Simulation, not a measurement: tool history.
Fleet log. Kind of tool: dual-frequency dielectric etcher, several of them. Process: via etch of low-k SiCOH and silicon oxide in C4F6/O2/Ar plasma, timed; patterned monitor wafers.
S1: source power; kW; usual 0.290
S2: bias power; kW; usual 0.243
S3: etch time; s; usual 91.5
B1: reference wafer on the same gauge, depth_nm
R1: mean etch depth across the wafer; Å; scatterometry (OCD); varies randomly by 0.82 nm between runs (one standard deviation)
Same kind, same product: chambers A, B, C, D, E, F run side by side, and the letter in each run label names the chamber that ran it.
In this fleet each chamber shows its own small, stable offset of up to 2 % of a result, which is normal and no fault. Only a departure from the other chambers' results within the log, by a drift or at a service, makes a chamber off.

run 1B hour=6.9 | S1=0.290 S2=0.243 S3=91.5 | B1=222.06 | R1=2549.9
run 2A hour=12.8 | S1=0.290 S2=0.243 S3=91.5 | B1=222.04 | R1=2490.3
run 3E hour=22.7 | S1=0.290 S2=0.243 S3=91.5 | B1=222.06 | R1=2491.6
run 4C hour=32.3 | S1=0.290 S2=0.243 S3=91.5 | B1=222.09 | R1=2510.1
run 5F hour=41.9 | S1=0.290 S2=0.243 S3=91.5 | B1=221.94 | R1=2506.4
run 6D hour=50.9 | S1=0.290 S2=0.243 S3=91.5 | B1=221.88 | R1=2523.7
run 7C hour=59.3 | S1=0.290 S2=0.243 S3=91.5 | B1=222.11 | R1=2523.4
run 8B hour=68.8 | S1=0.290 S2=0.243 S3=91.5 | B1=222.08 | R1=2551.2
run 9D hour=74.1 | S1=0.270 S2=0.271 S3=91.5 | B1=222.00 | R1=2550.3
run 10E hour=82.0 | S1=0.270 S2=0.271 S3=91.5 | B1=222.12 | R1=2534.7
run 11F hour=88.3 | S1=0.270 S2=0.271 S3=91.5 | B1=222.08 | R1=2526.5
run 12A hour=93.4 | S1=0.270 S2=0.271 S3=91.5 | B1=221.87 | R1=2500.3
-- hour=101.9 chamber D: wet clean of the chamber
run 13D hour=103.5 | S1=0.270 S2=0.271 S3=91.5 | B1=221.86 | R1=2546.9
run 14B hour=112.1 | S1=0.270 S2=0.271 S3=91.5 | B1=221.97 | R1=2562.8
run 15C hour=117.4 | S1=0.290 S2=0.243 S3=91.5 | B1=222.15 | R1=2510.2
run 16F hour=123.5 | S1=0.250 S2=0.213 S3=91.5 | B1=221.82 | R1=2244.9
run 17E hour=128.6 | S1=0.250 S2=0.213 S3=91.5 | B1=222.06 | R1=2259.1
run 18A hour=137.6 | S1=0.250 S2=0.213 S3=91.5 | B1=222.03 | R1=2242.8
run 19D hour=147.5 | S1=0.250 S2=0.213 S3=91.5 | B1=221.83 | R1=2248.9
run 20A hour=156.9 | S1=0.250 S2=0.213 S3=91.5 | B1=221.97 | R1=2238.6
run 21E hour=163.8 | S1=0.250 S2=0.213 S3=91.5 | B1=222.01 | R1=2266.8
run 22C hour=171.7 | S1=0.290 S2=0.243 S3=91.5 | B1=221.89 | R1=2510.4
run 23B hour=181.9 | S1=0.290 S2=0.243 S3=91.5 | B1=222.07 | R1=2533.6
run 24F hour=187.6 | S1=0.290 S2=0.243 S3=91.5 | B1=221.96 | R1=2506.7
-- hour=194.0 chamber F: wet clean of the chamber
run 25B hour=197.4 | S1=0.290 S2=0.243 S3=91.5 | B1=222.14 | R1=2549.8
-- hour=201.4 chamber A: wet clean of the chamber
run 26D hour=202.2 | S1=0.290 S2=0.243 S3=91.5 | B1=221.85 | R1=2500.5
run 27C hour=212.2 | S1=0.290 S2=0.243 S3=91.5 | B1=222.00 | R1=2515.1
run 28E hour=221.5 | S1=0.290 S2=0.243 S3=91.5 | B1=221.96 | R1=2511.2
run 29F hour=228.9 | S1=0.290 S2=0.243 S3=91.5 | B1=221.97 | R1=2488.4
run 30A hour=234.0 | S1=0.290 S2=0.243 S3=91.5 | B1=222.04 | R1=2489.0
run 31F hour=241.6 | S1=0.290 S2=0.243 S3=91.5 | B1=221.97 | R1=2500.3
run 32A hour=249.4 | S1=0.290 S2=0.243 S3=91.5 | B1=221.99 | R1=2476.0
run 33C hour=254.9 | S1=0.290 S2=0.243 S3=91.5 | B1=221.99 | R1=2523.5
run 34B hour=260.8 | S1=0.290 S2=0.243 S3=91.5 | B1=222.18 | R1=2544.4
run 35D hour=268.8 | S1=0.290 S2=0.243 S3=91.5 | B1=222.09 | R1=2508.2
run 36E hour=274.2 | S1=0.260 S2=0.301 S3=91.5 | B1=222.13 | R1=2605.2
run 37F hour=282.6 | S1=0.260 S2=0.301 S3=91.5 | B1=222.03 | R1=2572.9
run 38C hour=292.1 | S1=0.260 S2=0.301 S3=91.5 | B1=222.06 | R1=2588.6
run 39A hour=299.4 | S1=0.260 S2=0.301 S3=91.5 | B1=222.07 | R1=2566.5
run 40E hour=304.7 | S1=0.260 S2=0.301 S3=91.5 | B1=222.11 | R1=2578.0
run 41B hour=313.3 | S1=0.260 S2=0.301 S3=91.5 | B1=221.97 | R1=2629.6

All 6 chambers run these settings next. Forecast each chamber's results:
run 42A hour=320.6 | S1=0.290 S2=0.243 S3=91.5 | R1=?
run 42B hour=320.6 | S1=0.290 S2=0.243 S3=91.5 | R1=?
run 42C hour=320.6 | S1=0.290 S2=0.243 S3=91.5 | R1=?
run 42D hour=320.6 | S1=0.290 S2=0.243 S3=91.5 | R1=?
run 42E hour=320.6 | S1=0.290 S2=0.243 S3=91.5 | R1=?
run 42F hour=320.6 | S1=0.290 S2=0.243 S3=91.5 | R1=?

run=42A R1=2489.8
run=42B R1=2534.4
run=42C R1=2520.3
run=42D R1=2519.2
run=42E R1=2500.3
run=42F R1=2507.0

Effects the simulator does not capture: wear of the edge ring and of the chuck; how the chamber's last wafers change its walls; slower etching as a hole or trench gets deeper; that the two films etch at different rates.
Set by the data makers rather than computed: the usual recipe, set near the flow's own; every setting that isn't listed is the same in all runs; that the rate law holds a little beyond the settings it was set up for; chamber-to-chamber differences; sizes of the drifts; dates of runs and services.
